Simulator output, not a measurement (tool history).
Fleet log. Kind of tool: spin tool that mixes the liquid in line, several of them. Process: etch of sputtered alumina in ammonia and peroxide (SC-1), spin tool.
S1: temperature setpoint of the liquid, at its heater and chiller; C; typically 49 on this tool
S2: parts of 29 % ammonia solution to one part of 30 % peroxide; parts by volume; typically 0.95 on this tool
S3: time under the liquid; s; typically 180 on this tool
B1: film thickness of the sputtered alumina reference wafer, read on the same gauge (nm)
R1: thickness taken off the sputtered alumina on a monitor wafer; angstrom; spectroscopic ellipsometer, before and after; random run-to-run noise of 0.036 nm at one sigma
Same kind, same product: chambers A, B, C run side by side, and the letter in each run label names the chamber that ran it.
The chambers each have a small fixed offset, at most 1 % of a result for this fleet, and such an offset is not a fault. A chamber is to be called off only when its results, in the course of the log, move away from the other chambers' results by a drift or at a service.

run   hour    S1    S2   S3      B1      R1
 1C   10.9    49  0.95  180  150.01  66.647
 2A   16.8    49  0.95  180  150.03   66.18
 3B   22.8    49  0.95  180  149.98  65.879
 4C   28.8    49  0.95  180     150  67.002
 5B   35.5    49  0.95  180  149.99  66.378
        39  -- chamber B: heated supply line repaired
 6A   47.4    49  0.95  180  150.02  66.034
 7A   58.8    49  0.95  180  149.98  66.401
      65.8  -- chamber A: ammonia flow meter replaced
      65.9  -- chamber A: new drum of ammonia solution connected
 8C   69.8    49  0.95  180  149.99  66.557
 9B   75.5    49  0.95  180  149.97  65.353
10C   83.4    49  0.95  180  150.02  66.426
11A   89.4    49  0.95  180  149.99  67.106
12B   96.1    49  0.95  180  149.99  66.844
13C  102.8    49  0.95  180  150.02  65.638
     113.3  -- chamber B: new drum of ammonia solution connected
14B  114.5    49  0.95  180  150.04  66.305
15A  121.1    49  0.95  180  150.05  66.614
16A  129.7    49  0.95  180  149.99  66.388
17C    135    49  0.95  180  149.99  66.062
18B  146.1    49  0.95  180  150.01  66.156
19A  154.5    49  0.95  180  149.96  66.681
20B  163.9    49  0.95  180  150.04  65.565
21C  172.4    49  0.95  180  149.99  66.835
22C  177.6    49  0.95  180  149.99  66.667
23A  189.1    49  0.95  180  149.95  67.008
24B  196.2  56.5  0.95  125  150.02  68.329
25A  204.3  56.5  0.95  125  150.01  69.375
26B  216.4  56.5  0.95  125  150.04  67.925
27C  227.9    49  0.95  180  149.96  66.524

What goes on in this fleet: one chamber off, a drifting gauge, or nothing beyond the chambers' own small offsets? Name the chamber and the cause, if any.

Neither any chamber nor the gauge drifts; the chambers differ only by their own small, steady offsets.
